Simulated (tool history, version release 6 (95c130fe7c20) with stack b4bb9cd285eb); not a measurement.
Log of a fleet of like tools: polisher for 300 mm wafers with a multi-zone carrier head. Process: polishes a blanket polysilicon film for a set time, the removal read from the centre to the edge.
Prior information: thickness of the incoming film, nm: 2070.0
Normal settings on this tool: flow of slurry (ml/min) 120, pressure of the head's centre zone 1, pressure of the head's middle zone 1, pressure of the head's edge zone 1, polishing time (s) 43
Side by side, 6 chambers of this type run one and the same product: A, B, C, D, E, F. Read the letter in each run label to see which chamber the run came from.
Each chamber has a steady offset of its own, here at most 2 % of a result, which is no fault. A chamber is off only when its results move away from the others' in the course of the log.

run	day	flow of slurry (ml/min)	pressure of the head's centre zone	pressure of the head's middle zone	pressure of the head's edge zone	polishing time (s)	film removed at the wafer's centre (angstrom)	film removed at mid-radius (angstrom)	film removed at the wafer's edge (angstrom)
1F	0.154	120	1	1	1	43	4891.1	4790	4918.3
# day 0.158: chamber E: worn pad replaced by a new one
# day 0.192: chamber F: worn pad replaced by a new one
2D	0.467	120	1	1	1	43	4886	4890	4887.1
3E	0.762	120	1	1	1	43	4869.1	4806.4	4767.2
4C	0.962	120	1	1	1	43	5016.6	4820.5	4969.8
5B	1.154	120	1	1	1	43	4800.8	4800.2	4956
# day 1.304: chamber E: slurry nozzle cleaned
6A	1.392	120	1	1	1	43	4923.6	4778.6	4970.3
7B	1.554	120	1	1	1	43	4938.9	4842.4	4866
# day 1.579: chamber D: worn pad replaced by a new one
8E	1.746	120	1	1	1	43	4917.1	4683.5	4829.5
# day 1.854: chamber C: worn pad replaced by a new one
# day 1.996: chamber E: worn pad replaced by a new one
9A	1.996	120	1	1	0.9	43	4913.3	4855.7	4750.2
# day 2.246: chamber A: worn pad replaced by a new one
10C	2.262	120	1	1	0.9	43	4908.9	4969.6	4669
# day 2.388: chamber F: worn pad replaced by a new one
11D	2.592	120	1	1	0.9	43	4866.4	4807.6	4582.8
12F	2.9	120	1	1	0.9	43	4916.8	4896.9	4628.5
13E	3.133	120	1	1	0.9	43	4840.3	4824.4	4569.5
# day 3.288: chamber B: worn pad replaced by a new one
14B	3.433	120	1	1	0.9	43	4937.4	4878.4	4661.3
# day 3.55: chamber C: worn pad replaced by a new one
15F	3.654	120	1	1	1	43	4896.1	4876.6	4777.5
16C	3.888	120	1	1	1	43	4752	4937.6	4908.4
# day 4.008: chamber E: worn pad replaced by a new one
17A	4.112	120	1	1	1	43	4793.7	4786.1	4948.8
# day 4.292: chamber F: worn pad replaced by a new one
18D	4.358	120	1	1	1	43	4883.9	4752.5	4841.9
# day 4.567: chamber A: worn pad replaced by a new one
# day 4.604: chamber D: worn pad replaced by a new one
19D	4.65	120	1	1	1	43	4985.4	4860.2	4935.4
# day 4.712: chamber C: slurry nozzle cleaned
20A	4.842	120	1	1	1	43	4958.1	4950	4956.9
21B	5.079	120	1.06	1	0.9	43	5231.5	4886.9	4681
# day 5.138: chamber C: centre zone pressure recalibrated
22C	5.362	120	1.06	1	0.9	43	5146.3	4826.7	4693.4
# day 5.379: chamber C: worn pad replaced by a new one
23E	5.55	120	1.06	1	0.9	43	5152.3	4783.3	4697.5
24F	5.804	120	1.06	1	0.9	43	5209.3	4916.2	4688.1
25B	6.112	120	1.06	1	0.9	43	5026.4	4915.9	4623.7
# day 6.138: chamber A: slurry nozzle cleaned
# day 6.175: chamber E: worn pad replaced by a new one
# day 6.208: chamber F: worn pad replaced by a new one
26D	6.354	120	1.06	1	0.9	43	5257.5	4878.9	4593.3
# day 6.404: chamber B: worn pad replaced by a new one
27F	6.529	120	1	1	1	43	5078.9	4961.4	4876.2
28E	6.683	120	1	1	1	43	4668.6	4863.8	4884.3
# day 6.904: chamber D: worn pad replaced by a new one
29A	6.95	120	1	1	1	43	4644.3	4767.3	4833.1
# day 7.112: chamber C: worn pad replaced by a new one
30C	7.262	120	1	1	1	43	4862.3	4832.1	4975.5
# day 7.292: chamber A: centre zone pressure recalibrated
31D	7.546	120	1	1	1	43	4946.6	4877	4946.8
# day 7.683: chamber A: worn pad replaced by a new one
32E	7.892	120	1	0.93	1	48	5415.5	5171.1	5433.3
33C	8.133	120	1	0.93	1	48	5374.5	5083.1	5478.7
# day 8.158: chamber F: worn pad replaced by a new one
# day 8.375: chamber E: worn pad replaced by a new one
34A	8.45	120	1	0.93	1	48	5492.3	4986	5466.6
35B	8.704	120	1	0.93	1	48	5471.2	5074.5	5549.9
36F	8.983	120	1	0.93	1	48	5556.4	5259.8	5456.9
37E	9.304	120	1	0.93	1	48	5362.4	5150.8	5406.6
38B	9.517	120	1	1	1	43	4916.3	4826.3	4862.6
39A	9.717	120	1	1	1	43	4723.9	4870.9	4886

All 6 chambers run these settings next. Forecast each chamber's results:
40A	9.971	120	1	1	1	43	?	?	?
40B	9.971	120	1	1	1	43	?	?	?
40C	9.971	120	1	1	1	43	?	?	?
40D	9.971	120	1	1	1	43	?	?	?
40E	9.971	120	1	1	1	43	?	?	?
40F	9.971	120	1	1	1	43	?	?	?

run	film removed at the wafer's centre (angstrom)	film removed at mid-radius (angstrom)	film removed at the wafer's edge (angstrom)
40A	4876.7	4774.9	5060.3
40B	4927	4868.4	4964.4
40C	4898.7	4884.2	4952.5
40D	4811.8	4917.2	4868.2
40E	4738.2	4875.6	4876.2
40F	4884.1	4868.5	4867.6
